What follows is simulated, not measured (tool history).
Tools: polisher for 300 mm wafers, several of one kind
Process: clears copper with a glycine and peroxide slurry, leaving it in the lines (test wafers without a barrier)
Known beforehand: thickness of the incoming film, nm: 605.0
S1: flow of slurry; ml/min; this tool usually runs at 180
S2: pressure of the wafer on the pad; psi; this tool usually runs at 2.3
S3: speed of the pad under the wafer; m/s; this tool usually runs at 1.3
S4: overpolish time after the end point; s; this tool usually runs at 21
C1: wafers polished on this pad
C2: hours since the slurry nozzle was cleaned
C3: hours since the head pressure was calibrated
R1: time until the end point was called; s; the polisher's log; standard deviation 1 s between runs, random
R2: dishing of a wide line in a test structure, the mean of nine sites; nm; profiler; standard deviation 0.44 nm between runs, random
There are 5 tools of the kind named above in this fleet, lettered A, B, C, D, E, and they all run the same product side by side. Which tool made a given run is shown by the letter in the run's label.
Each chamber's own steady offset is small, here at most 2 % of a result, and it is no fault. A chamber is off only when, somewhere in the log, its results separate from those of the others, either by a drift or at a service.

Run 1C, hour 5.3: usual settings; C1 349; C2 70.9; C3 94.9. Result: R1 124.18 s, R2 39.97 nm.
Run 2B, hour 10.7: usual settings; C1 594; C2 277.2; C3 628.5. Result: R1 127.55 s, R2 40.23 nm.
Run 3D, hour 18.3: usual settings; C1 532; C2 386.9; C3 396.6. Result: R1 124.99 s, R2 39.88 nm.
At hour 23.3: chamber D: worn pad replaced by a new one.
Run 4E, hour 24.3: usual settings; C1 590; C2 92.8; C3 1444.2. Result: R1 123.45 s, R2 39.499 nm.
Run 5A, hour 28.9: usual settings but S4 13 s; C1 590; C2 416.4; C3 479.8. Result: R1 123.73 s, R2 31.403 nm.
Run 6B, hour 33.6: usual settings but S4 13 s; C1 716; C2 300.1; C3 651.4. Result: R1 125.36 s, R2 30.807 nm.
Run 7A, hour 37.7: usual settings but S4 13 s; C1 637; C2 425.2; C3 488.6. Result: R1 126.57 s, R2 31.461 nm.
Run 8E, hour 43: usual settings but S4 13 s; C1 690; C2 111.5; C3 1462.9. Result: R1 124.55 s, R2 32.442 nm.
At hour 45: chamber E: head pressure recalibrated.
Run 9C, hour 48.8: usual settings but S4 13 s; C1 581; C2 114.4; C3 138.4. Result: R1 123.87 s, R2 31.267 nm.
Run 10D, hour 56.3: usual settings; C1 176; C2 424.9; C3 434.6. Result: R1 125.78 s, R2 39.866 nm.
At hour 59: chamber A: slurry nozzle cleaned.
Run 11A, hour 61.1: usual settings but S1 240 ml/min, S4 33 s; C1 762; C2 2.2; C3 512. Result: R1 119.67 s, R2 45.949 nm.
Run 12D, hour 65.5: usual settings but S1 240 ml/min, S4 33 s; C1 226; C2 434.1; C3 443.8. Result: R1 120.74 s, R2 46.969 nm.
Run 13E, hour 72.1: usual settings but S1 240 ml/min, S4 33 s; C1 846; C2 140.6; C3 27.2. Result: R1 117.33 s, R2 46.189 nm.
At hour 76: chamber C: worn pad replaced by a new one.
Run 14C, hour 80.9: usual settings but S1 240 ml/min, S4 33 s; C1 26; C2 146.5; C3 170.5. Result: R1 119.75 s, R2 46.589 nm.
At hour 87.5: chamber E: worn pad replaced by a new one.
Run 15B, hour 87.6: usual settings but S1 240 ml/min, S4 33 s; C1 1005; C2 354.1; C3 705.4. Result: R1 121.75 s, R2 46.086 nm.
At hour 91.3: chamber D: head pressure recalibrated.
Run 16C, hour 93.1: usual settings but S3 1.48 m/s, S4 33 s; C1 91; C2 158.7; C3 182.7. Result: R1 112.84 s, R2 44.467 nm.
Run 17E, hour 97.1: usual settings but S3 1.48 m/s, S4 33 s; C1 51; C2 165.6; C3 52.2. Result: R1 112.13 s, R2 46.751 nm.
Run 18B, hour 105.1: usual settings but S3 1.48 m/s, S4 33 s; C1 1098; C2 371.6; C3 722.9. Result: R1 113.5 s, R2 46.153 nm.
Run 19A, hour 111.2: usual settings but S3 1.48 m/s, S4 33 s; C1 1030; C2 52.3; C3 562.1. Result: R1 111.69 s, R2 46.268 nm.
At hour 113.5: chamber D: worn pad replaced by a new one.
Run 20D, hour 119: usual settings but S3 1.48 m/s, S4 33 s; C1 29; C2 487.6; C3 27.8. Result: R1 112.1 s, R2 45.86 nm.
At hour 119.3: chamber A: worn pad replaced by a new one.
At hour 124: chamber B: worn pad replaced by a new one.
Run 21C, hour 126.4: usual settings but S2 1.9 psi, S3 1.04 m/s; C1 269; C2 192; C3 216. Result: R1 174.22 s, R2 34.717 nm.
Run 22B, hour 133: usual settings but S2 1.9 psi, S3 1.04 m/s; C1 48; C2 399.5; C3 750.8. Result: R1 178.95 s, R2 34.616 nm.
Run 23E, hour 141.4: usual settings but S2 1.9 psi, S3 1.04 m/s; C1 288; C2 209.9; C3 96.5. Result: R1 169.87 s, R2 35.048 nm.
Run 24A, hour 147.8: usual settings but S2 1.9 psi, S3 1.04 m/s; C1 152; C2 88.9; C3 598.7. Result: R1 173.93 s, R2 34.991 nm.
Run 25D, hour 155.3: usual settings but S2 1.9 psi, S3 1.04 m/s; C1 223; C2 523.9; C3 64.1. Result: R1 173.57 s, R2 35.019 nm.
At hour 161.2: chamber E: slurry nozzle cleaned.
Run 26B, hour 164.1: usual settings; C1 214; C2 430.6; C3 781.9. Result: R1 126.62 s, R2 39.904 nm.
Run 27E, hour 170.6: usual settings; C1 444; C2 9.4; C3 125.7. Result: R1 124.25 s, R2 39.828 nm.
Run 28C, hour 179.4: usual settings; C1 552; C2 245; C3 269. Result: R1 125.77 s, R2 38.977 nm.
Run 29A, hour 186.9: usual settings but S4 10 s; C1 361; C2 128; C3 637.8. Result: R1 124.39 s, R2 26.997 nm.
At hour 189.4: chamber B: slurry nozzle cleaned.
Run 30D, hour 194.1: usual settings but S4 10 s; C1 431; C2 562.7; C3 102.9. Result: R1 123.72 s, R2 26.623 nm.
At hour 197.3: chamber C: worn pad replaced by a new one.
Run 31C, hour 200.4: usual settings but S4 10 s; C1 16; C2 266; C3 290. Result: R1 121.51 s, R2 26.838 nm.
Run 32E, hour 206.3: usual settings but S4 10 s; C1 635; C2 45.1; C3 161.4. Result: R1 125.18 s, R2 26.689 nm.
At hour 206.9: chamber D: worn pad replaced by a new one.
Run 33A, hour 213.6: usual settings but S4 10 s; C1 504; C2 154.7; C3 664.5. Result: R1 122.9 s, R2 27.187 nm.
Run 34B, hour 219.7: usual settings; C1 512; C2 30.3; C3 837.5. Result: R1 126.15 s, R2 39.787 nm.
Run 35D, hour 225: usual settings but S2 1.7 psi; C1 97; C2 593.6; C3 133.8. Result: R1 159.72 s, R2 35.466 nm.
Run 36E, hour 231.2: usual settings but S2 1.7 psi; C1 768; C2 70; C3 186.3. Result: R1 157.9 s, R2 35.403 nm.
Run 37D, hour 239.3: usual settings but S2 1.7 psi; C1 173; C2 607.9; C3 148.1. Result: R1 161.16 s, R2 34.979 nm.
Run 38B, hour 243.7: usual settings but S2 1.7 psi; C1 640; C2 54.3; C3 861.5. Result: R1 160.5 s, R2 35.31 nm.
Run 39A, hour 247.9: usual settings but S2 1.7 psi; C1 688; C2 189; C3 698.8. Result: R1 156.22 s, R2 36.052 nm.
Run 40C, hour 255.5: usual settings; C1 311; C2 321.1; C3 345.1. Result: R1 125.46 s, R2 39.72 nm.

Which is it: a chamber that has drifted or been left off by a service, a gauge drift common to all chambers, or only each chamber's usual small offset? If a chamber is off, name it and its likeliest cause.

No chamber stands off beyond its own small offset, and the gauge holds steady.
